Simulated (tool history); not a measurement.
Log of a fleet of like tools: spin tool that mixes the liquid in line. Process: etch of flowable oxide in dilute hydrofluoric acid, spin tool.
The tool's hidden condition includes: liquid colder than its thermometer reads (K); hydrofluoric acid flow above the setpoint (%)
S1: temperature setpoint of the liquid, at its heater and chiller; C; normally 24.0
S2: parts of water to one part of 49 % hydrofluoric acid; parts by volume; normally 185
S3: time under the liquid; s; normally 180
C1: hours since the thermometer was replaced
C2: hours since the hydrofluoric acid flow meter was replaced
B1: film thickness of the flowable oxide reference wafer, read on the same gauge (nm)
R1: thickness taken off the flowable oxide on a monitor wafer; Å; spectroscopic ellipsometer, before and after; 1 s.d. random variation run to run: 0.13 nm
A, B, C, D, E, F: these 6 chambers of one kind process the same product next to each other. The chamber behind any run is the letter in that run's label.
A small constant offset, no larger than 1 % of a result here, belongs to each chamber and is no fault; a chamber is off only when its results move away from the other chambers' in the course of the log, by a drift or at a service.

run   hour    S1   S2   S3      C1      C2      B1      R1
 1E    8.1  24.0  185  180    88.1   834.7  80.008  217.12
 2D   22.7  24.0  185  180   263.1   156.8  80.004  216.82
 3A   32.1  24.0  185  180  1130.9   691.8  79.985  218.69
 4C   39.5  24.0  185  180    69.5  1364.0  79.974  218.25
 5F   48.5  24.0  185  180   358.2   306.2  80.012  217.40
 6B   63.0  24.0  185  180   947.5  1623.9  80.000  213.81
 7A   77.1  24.0  185  180  1175.9   736.8  80.004  217.14
 8E   88.9  24.0  185  180   168.9   915.5  79.989  217.85
 9D   95.6  24.0  185  180   336.0   229.7  80.010  213.84
10C  105.8  24.0  185  180   135.8  1430.3  80.005  217.08
11F  115.3  24.0  185  180   425.0   373.0  79.986  213.96
12B  123.7  24.0  185  180  1008.2  1684.6  79.999  214.85
13E  130.7  24.0  185  180   210.7   957.3  79.988  217.61
14A  139.8  24.0  185  180  1238.6   799.5  79.984  218.24
15B  151.8  24.0  185  180  1036.3  1712.7  80.022  213.74
16C  158.8  24.0  185  180   188.8  1483.3  79.985  220.71
17F  166.3  21.0  185  180   476.0   424.0  80.015  190.06
     172.4  -- chamber A: hydrofluoric acid flow meter replaced
18D  174.2  21.0  185  180   414.6   308.3  79.992  190.68
19F  185.9  21.0  185  180   495.6   443.6  79.995  193.81
20A  195.4  21.0  185  180  1294.2    23.1  79.986  194.03
21C  209.0  21.0  185  180   239.0  1533.5  80.002  195.23
22B  217.5  21.0  185  180  1102.0  1778.4  79.992  191.18
23D  230.0  24.0  185  180   470.4   364.1  80.015  207.17
24E  238.5  24.0  185  180   318.5  1065.1  79.988  217.71
25A  248.4  24.0  185  180  1347.2    76.1  79.999  214.15
26B  257.2  24.0  185  180  1141.7  1818.1  79.995  212.56
27C  267.7  24.0  185  180   297.7  1592.2  80.024  218.52
28E  282.0  24.0  185  180   362.0  1108.6  80.005  216.52
29D  293.2  24.0  185  180   533.6   427.3  80.019  207.48
     301.5  -- chamber A: thermometer replaced
30F  302.9  24.0  185  180   612.6   560.6  79.994  215.39
     308.1  -- chamber B: hydrofluoric acid flow meter replaced
31E  316.0  24.0  185  180   396.0  1142.6  80.006  217.45
     319.8  -- chamber C: hydrofluoric acid flow meter replaced
32F  328.5  22.5  100  180   638.2   586.2  80.010  422.64
33B  335.2  22.5  100  180  1219.7    27.1  79.997  407.04
34A  346.8  22.5  100  180    45.3   174.5  80.002  423.84
35C  356.6  22.5  100  180   386.6    36.8  79.987  419.52
36D  370.9  22.5  100  180   611.3   505.0  80.009  390.64
37F  378.0  22.5  100  180   687.7   635.7  79.991  414.54
38E  389.7  24.0  185  180   469.7  1216.3  79.990  215.46

Is one chamber off against the others, does the gauge drift, or is nothing wrong? If a chamber is off, say which, and what the likeliest cause is.

Chamber D drifts away from the others.
What lies behind it: liquid colder than its thermometer reads (K) = 1.85.
Not necessarily distinguishable in this log from: hydrofluoric acid flow below the setpoint (%).

Chamber D could run next with any of the 4 candidate recipes listed below; each alters the usual settings, and their results appear as question marks. Which one brings its results back in line with what the other chambers deliver on the usual settings?
To be in line, a result may differ from the other chambers' mean on the usual settings by at most: R1 4.70 Å
39D-1  400.3  24.0  185  175               ?
39D-2  400.3  24.0  180  180               ?
39D-3  400.3  24.0  175  180               ?
39D-4  400.3  24.0  185  170               ?

Usual-settings mean across the other chambers: R1 216.19 Å
  run      R1
39D-1  197.45
39D-2  209.83
39D-3  216.97
39D-4  191.80
The right change is 39D-3: it brings the chamber back within the allowed miss of the others.
